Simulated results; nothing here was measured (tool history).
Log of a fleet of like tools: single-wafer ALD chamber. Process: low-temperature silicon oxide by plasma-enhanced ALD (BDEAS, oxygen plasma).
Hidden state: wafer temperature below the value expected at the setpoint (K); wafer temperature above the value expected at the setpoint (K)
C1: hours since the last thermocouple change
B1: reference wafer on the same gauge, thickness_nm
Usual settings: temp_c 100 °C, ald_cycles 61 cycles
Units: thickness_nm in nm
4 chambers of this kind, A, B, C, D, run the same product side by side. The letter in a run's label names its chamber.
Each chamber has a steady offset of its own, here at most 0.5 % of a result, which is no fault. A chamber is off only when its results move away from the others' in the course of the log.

{"run": "1D", "hour": 7.6, "temp_c": 100, "ald_cycles": 61, "C1": 649.1, "B1": 7.569, "thickness_nm": 8.7496}
{"run": "2A", "hour": 21.5, "temp_c": 100, "ald_cycles": 61, "C1": 1036.4, "B1": 7.567, "thickness_nm": 8.718}
{"run": "3B", "hour": 29.1, "temp_c": 100, "ald_cycles": 61, "C1": 677.8, "B1": 7.5666, "thickness_nm": 8.7235}
{"run": "4C", "hour": 39.5, "temp_c": 100, "ald_cycles": 61, "C1": 1644.3, "B1": 7.5641, "thickness_nm": 8.7217}
{"run": "5D", "hour": 47.5, "temp_c": 110, "ald_cycles": 66, "C1": 689, "B1": 7.5634, "thickness_nm": 9.2726}
{"run": "6C", "hour": 60.6, "temp_c": 110, "ald_cycles": 66, "C1": 1665.4, "B1": 7.5602, "thickness_nm": 9.2527}
{"run": "7A", "hour": 74.6, "temp_c": 110, "ald_cycles": 66, "C1": 1089.5, "B1": 7.5621, "thickness_nm": 9.2386}
{"run": "8B", "hour": 85.1, "temp_c": 110, "ald_cycles": 66, "C1": 733.8, "B1": 7.5599, "thickness_nm": 9.2686}
{"run": "9B", "hour": 99.3, "temp_c": 100, "ald_cycles": 61, "C1": 748, "B1": 7.5567, "thickness_nm": 8.6885}
{"run": "10A", "hour": 111.5, "temp_c": 100, "ald_cycles": 52, "C1": 1126.4, "B1": 7.5548, "thickness_nm": 7.411}
{"run": "11C", "hour": 125.7, "temp_c": 100, "ald_cycles": 52, "C1": 1730.5, "B1": 7.5502, "thickness_nm": 7.4099}
{"run": "12D", "hour": 132.9, "temp_c": 100, "ald_cycles": 52, "C1": 774.4, "B1": 7.5523, "thickness_nm": 7.4254}
{"run": "13D", "hour": 147.1, "temp_c": 100, "ald_cycles": 52, "C1": 788.6, "B1": 7.5507, "thickness_nm": 7.4416}
{"run": "14B", "hour": 154.7, "temp_c": 93, "ald_cycles": 61, "C1": 803.4, "B1": 7.5459, "thickness_nm": 8.9011}
{"run": "15A", "hour": 169.0, "temp_c": 93, "ald_cycles": 61, "C1": 1183.9, "B1": 7.5439, "thickness_nm": 8.8868}
{"run": "16C", "hour": 177.5, "temp_c": 93, "ald_cycles": 61, "C1": 1782.3, "B1": 7.5427, "thickness_nm": 8.9019}
{"run": "17D", "hour": 185.8, "temp_c": 93, "ald_cycles": 61, "C1": 827.3, "B1": 7.5445, "thickness_nm": 8.9665}
{"run": "18A", "hour": 193.9, "temp_c": 100, "ald_cycles": 61, "C1": 1208.8, "B1": 7.5406, "thickness_nm": 8.6432}
{"run": "19C", "hour": 203.8, "temp_c": 100, "ald_cycles": 61, "C1": 1808.6, "B1": 7.5411, "thickness_nm": 8.7065}
{"run": "20B", "hour": 217.6, "temp_c": 100, "ald_cycles": 61, "C1": 866.3, "B1": 7.5391, "thickness_nm": 8.6981}
{"run": "21A", "hour": 229.7, "temp_c": 89, "ald_cycles": 65, "C1": 1244.6, "B1": 7.5363, "thickness_nm": 9.5921}
{"run": "22D", "hour": 244.0, "temp_c": 89, "ald_cycles": 65, "C1": 885.5, "B1": 7.5338, "thickness_nm": 9.619}
{"run": "23C", "hour": 251.8, "temp_c": 89, "ald_cycles": 65, "C1": 1856.6, "B1": 7.536, "thickness_nm": 9.6249}
{"run": "24B", "hour": 260.8, "temp_c": 89, "ald_cycles": 65, "C1": 909.5, "B1": 7.536, "thickness_nm": 9.6187}
{"run": "25A", "hour": 268.6, "temp_c": 100, "ald_cycles": 61, "C1": 1283.5, "B1": 7.5323, "thickness_nm": 8.6454}
{"run": "26B", "hour": 280.7, "temp_c": 94, "ald_cycles": 70, "C1": 929.4, "B1": 7.529, "thickness_nm": 10.165}
{"run": "27C", "hour": 294.5, "temp_c": 94, "ald_cycles": 70, "C1": 1899.3, "B1": 7.5273, "thickness_nm": 10.131}
{"run": "28D", "hour": 304.5, "temp_c": 94, "ald_cycles": 70, "C1": 946, "B1": 7.5273, "thickness_nm": 10.198}
{"run": "29B", "hour": 318.5, "temp_c": 94, "ald_cycles": 70, "C1": 967.2, "B1": 7.5268, "thickness_nm": 10.158}

What goes on in this fleet: one chamber off, a drifting gauge, or nothing beyond the chambers' own small offsets? Name the chamber and the cause, if any.

The gauge drifts, so all chambers seem to drift together. No chamber is off.
Cause: gauge reads low (%) = 0.605.
